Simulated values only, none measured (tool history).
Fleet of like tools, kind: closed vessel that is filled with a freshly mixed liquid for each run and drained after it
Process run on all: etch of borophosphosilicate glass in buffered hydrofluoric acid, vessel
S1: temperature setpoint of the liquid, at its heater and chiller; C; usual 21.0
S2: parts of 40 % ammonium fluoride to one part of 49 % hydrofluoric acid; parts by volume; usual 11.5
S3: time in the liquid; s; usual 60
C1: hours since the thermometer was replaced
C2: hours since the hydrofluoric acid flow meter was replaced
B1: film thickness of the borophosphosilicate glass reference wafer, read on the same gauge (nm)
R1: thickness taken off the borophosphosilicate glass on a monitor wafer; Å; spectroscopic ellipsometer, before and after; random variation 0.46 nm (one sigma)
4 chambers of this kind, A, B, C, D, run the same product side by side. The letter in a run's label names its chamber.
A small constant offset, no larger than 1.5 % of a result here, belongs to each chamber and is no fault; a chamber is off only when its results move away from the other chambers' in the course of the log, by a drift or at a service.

run 1C hour=8.3 | S1=21.0 S2=11.5 S3=60 | C1=1230.8 C2=133.5 | B1=59.955 | R1=546.64
run 2D hour=13.1 | S1=21.0 S2=11.5 S3=60 | C1=1149.8 C2=274.7 | B1=59.996 | R1=551.56
run 3A hour=23.1 | S1=21.0 S2=11.5 S3=60 | C1=810.1 C2=251.8 | B1=59.993 | R1=554.90
run 4B hour=32.3 | S1=21.0 S2=11.5 S3=60 | C1=525.4 C2=565.7 | B1=59.948 | R1=551.86
run 5C hour=39.5 | S1=21.0 S2=11.5 S3=60 | C1=1262.0 C2=164.7 | B1=59.973 | R1=551.07
run 6D hour=48.3 | S1=21.0 S2=11.5 S3=60 | C1=1185.0 C2=309.9 | B1=59.965 | R1=539.63
run 7A hour=53.7 | S1=21.0 S2=11.5 S3=60 | C1=840.7 C2=282.4 | B1=60.017 | R1=541.32
run 8B hour=64.0 | S1=21.0 S2=11.5 S3=60 | C1=557.1 C2=597.4 | B1=59.981 | R1=552.66
run 9B hour=73.8 | S1=18.5 S2=11.5 S3=60 | C1=566.9 C2=607.2 | B1=59.983 | R1=475.90
run 10C hour=78.8 | S1=18.5 S2=11.5 S3=60 | C1=1301.3 C2=204.0 | B1=60.007 | R1=479.85
run 11A hour=87.0 | S1=18.5 S2=11.5 S3=60 | C1=874.0 C2=315.7 | B1=59.998 | R1=468.68
run 12D hour=94.9 | S1=18.5 S2=11.5 S3=60 | C1=1231.6 C2=356.5 | B1=60.049 | R1=472.77
run 13B hour=105.6 | S1=21.0 S2=11.5 S3=60 | C1=598.7 C2=639.0 | B1=59.980 | R1=542.94
run 14A hour=113.9 | S1=21.0 S2=11.5 S3=60 | C1=900.9 C2=342.6 | B1=60.002 | R1=547.27
run 15C hour=118.9 | S1=21.0 S2=11.5 S3=60 | C1=1341.4 C2=244.1 | B1=60.005 | R1=546.62
-- hour=122.6 chamber A: thermometer replaced
run 16D hour=127.9 | S1=21.0 S2=11.5 S3=60 | C1=1264.6 C2=389.5 | B1=59.954 | R1=550.35
run 17C hour=132.6 | S1=25.0 S2=11.5 S3=60 | C1=1355.1 C2=257.8 | B1=60.009 | R1=699.27
run 18A hour=141.3 | S1=25.0 S2=11.5 S3=60 | C1=18.7 C2=370.0 | B1=59.983 | R1=667.23
run 19B hour=147.2 | S1=25.0 S2=11.5 S3=60 | C1=640.3 C2=680.6 | B1=59.993 | R1=684.20
run 20D hour=155.5 | S1=25.0 S2=11.5 S3=60 | C1=1292.2 C2=417.1 | B1=59.994 | R1=679.54
run 21A hour=163.6 | S1=21.0 S2=11.5 S3=60 | C1=41.0 C2=392.3 | B1=59.980 | R1=530.32
run 22B hour=170.8 | S1=21.0 S2=11.5 S3=60 | C1=663.9 C2=704.2 | B1=60.034 | R1=547.29
run 23C hour=178.0 | S1=21.0 S2=11.5 S3=60 | C1=1400.5 C2=303.2 | B1=59.990 | R1=557.51
run 24D hour=187.6 | S1=21.0 S2=11.5 S3=60 | C1=1324.3 C2=449.2 | B1=59.970 | R1=552.01
run 25B hour=198.2 | S1=21.0 S2=11.5 S3=60 | C1=691.3 C2=731.6 | B1=59.998 | R1=551.18

What goes on in this fleet: one chamber off, a drifting gauge, or nothing beyond the chambers' own small offsets? Name the chamber and the cause, if any.

It is chamber A that slowly wanders off from its peers.
What lies behind it: hydrofluoric acid flow below the setpoint (%) = 5.1.

Here are 4 candidates for chamber A's next run, each the usual settings with a change, their results left as question marks. Which one brings its results back in line with what the others give on the usual settings?
In line here means within this much of the mean the other chambers give on the usual settings: R1 16.00 Å
run 26A-1 hour=205.9 | S1=22.0 S2=11.5 S3=60 | R1=?
run 26A-2 hour=205.9 | S1=20.5 S2=12.5 S3=60 | R1=?
run 26A-3 hour=205.9 | S1=20.0 S2=11.5 S3=60 | R1=?
run 26A-4 hour=205.9 | S1=23.0 S2=11.5 S3=60 | R1=?

Other chambers, usual settings, mean: R1 548.86 Å
run=26A-1 R1=548.39
run=26A-2 R1=466.15
run=26A-3 R1=491.82
run=26A-4 R1=578.78
26A-1 puts the chamber back in line with the other chambers.

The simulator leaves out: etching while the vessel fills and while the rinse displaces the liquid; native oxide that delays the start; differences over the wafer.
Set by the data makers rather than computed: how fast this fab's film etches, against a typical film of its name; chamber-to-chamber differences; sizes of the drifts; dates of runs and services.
